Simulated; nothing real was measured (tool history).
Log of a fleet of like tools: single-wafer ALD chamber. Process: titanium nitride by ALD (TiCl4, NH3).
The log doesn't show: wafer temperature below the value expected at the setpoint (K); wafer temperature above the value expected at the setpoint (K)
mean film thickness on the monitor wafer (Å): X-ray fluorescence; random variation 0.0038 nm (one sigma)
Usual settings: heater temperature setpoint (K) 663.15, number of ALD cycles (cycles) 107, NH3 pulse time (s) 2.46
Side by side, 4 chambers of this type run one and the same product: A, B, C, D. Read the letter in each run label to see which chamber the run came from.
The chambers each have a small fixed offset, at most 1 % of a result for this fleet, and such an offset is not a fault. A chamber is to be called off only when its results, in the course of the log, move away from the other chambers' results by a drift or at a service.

| run | day | heater temperature setpoint (K) | number of ALD cycles (cycles) | NH3 pulse time (s) | hours since the last thermocouple change | read-back reference wafer on the same gauge, thickness_nm | mean film thickness on the monitor wafer (Å) |
|---|---|---|---|---|---|---|---|
| 1A | 0.321 | 663.15 | 107 | 2.46 | 470.5 | 2.2895 | 23.64 |
| 2B | 0.542 | 663.15 | 107 | 2.46 | 1173 | 2.2893 | 23.7 |
| 3D | 0.796 | 663.15 | 107 | 2.46 | 667.4 | 2.2887 | 23.823 |
| 4C | 1.071 | 663.15 | 107 | 2.46 | 720.8 | 2.2881 | 23.574 |
| 5C | 1.312 | 663.15 | 90 | 2.99 | 726.6 | 2.2877 | 19.947 |
| 6D | 1.571 | 663.15 | 90 | 2.99 | 686 | 2.289 | 20.204 |
| 7A | 1.775 | 663.15 | 90 | 2.99 | 505.4 | 2.2871 | 19.973 |
| 8B | 2.033 | 663.15 | 90 | 2.99 | 1208.8 | 2.2869 | 20.05 |
| 9D | 2.267 | 663.15 | 107 | 2.46 | 702.7 | 2.2872 | 23.728 |
| 10C | 2.517 | 658.15 | 107 | 2.46 | 755.5 | 2.2866 | 23.444 |
| 11B | 2.821 | 658.15 | 107 | 2.46 | 1227.7 | 2.2847 | 23.578 |
| 12A | 3.171 | 658.15 | 107 | 2.46 | 538.9 | 2.2848 | 23.44 |
| 13C | 3.438 | 658.15 | 107 | 2.46 | 777.6 | 2.285 | 23.419 |
| 14D | 3.621 | 663.15 | 107 | 2.46 | 735.2 | 2.2847 | 23.732 |
| 15A | 3.792 | 663.15 | 107 | 2.46 | 553.8 | 2.2848 | 23.519 |
| 16B | 4.017 | 663.15 | 107 | 2.46 | 1256.4 | 2.2848 | 23.586 |
| 17C | 4.362 | 677.15 | 92 | 2.46 | 799.8 | 2.2841 | 20.37 |
| 18B | 4.654 | 677.15 | 92 | 2.46 | 1271.7 | 2.2825 | 20.456 |
| 19A | 4.962 | 677.15 | 92 | 2.46 | 581.9 | 2.2823 | 20.403 |
| 20D | 5.196 | 677.15 | 92 | 2.46 | 773 | 2.2824 | 20.647 |
| 21A | 5.379 | 663.15 | 107 | 2.46 | 591.9 | 2.2814 | 23.524 |
| 22B | 5.6 | 663.15 | 107 | 2.46 | 1294.4 | 2.2828 | 23.546 |
| 23D | 5.917 | 663.15 | 107 | 2.46 | 790.3 | 2.281 | 23.763 |
| 24C | 6.254 | 663.15 | 107 | 2.46 | 845.2 | 2.2803 | 23.49 |
| 25C | 6.442 | 663.15 | 107 | 2.46 | 849.7 | 2.2806 | 23.516 |
| 26D | 6.767 | 663.15 | 107 | 2.46 | 810.7 | 2.2802 | 23.751 |
| 27B | 6.921 | 663.15 | 107 | 2.46 | 1326.1 | 2.2801 | 23.537 |
| 28A | 7.188 | 663.15 | 107 | 2.46 | 635.3 | 2.2797 | 23.539 |
| 29A | 7.471 | 672.15 | 107 | 2.46 | 642.1 | 2.2789 | 23.692 |
| 30B | 7.762 | 672.15 | 107 | 2.46 | 1346.3 | 2.2785 | 23.713 |
| 31C | 8.042 | 672.15 | 107 | 2.46 | 888.1 | 2.2788 | 23.599 |
| 32D | 8.308 | 672.15 | 107 | 2.46 | 847.7 | 2.2785 | 23.812 |
| 33C | 8.462 | 663.15 | 107 | 2.46 | 898.2 | 2.2765 | 23.42 |
| 34B | 8.654 | 663.15 | 107 | 2.46 | 1367.7 | 2.2772 | 23.459 |
| 35D | 8.971 | 663.15 | 107 | 2.46 | 863.6 | 2.2767 | 23.629 |
| 36A | 9.188 | 663.15 | 107 | 2.46 | 683.3 | 2.2768 | 23.5 |
| 37D | 9.55 | 663.15 | 107 | 2.46 | 877.5 | 2.2763 | 23.667 |
| 38B | 9.833 | 663.15 | 107 | 2.46 | 1396 | 2.2757 | 23.466 |
| 39A | 10 | 663.15 | 107 | 2.46 | 702.8 | 2.2762 | 23.416 |
| 40C | 10.267 | 663.15 | 107 | 2.46 | 941.5 | 2.2752 | 23.41 |

Read the log: is a single chamber off, either drifting away or since a service, is the gauge that measures every chamber drifting, or is nothing wrong beyond small per-chamber offsets? Name any odd chamber and what most likely caused it.

No chamber is off; the gauge reading every chamber's wafers drifts, which makes the whole fleet appear to move together.
Most likely cause: gauge reads low (%) = 0.666.

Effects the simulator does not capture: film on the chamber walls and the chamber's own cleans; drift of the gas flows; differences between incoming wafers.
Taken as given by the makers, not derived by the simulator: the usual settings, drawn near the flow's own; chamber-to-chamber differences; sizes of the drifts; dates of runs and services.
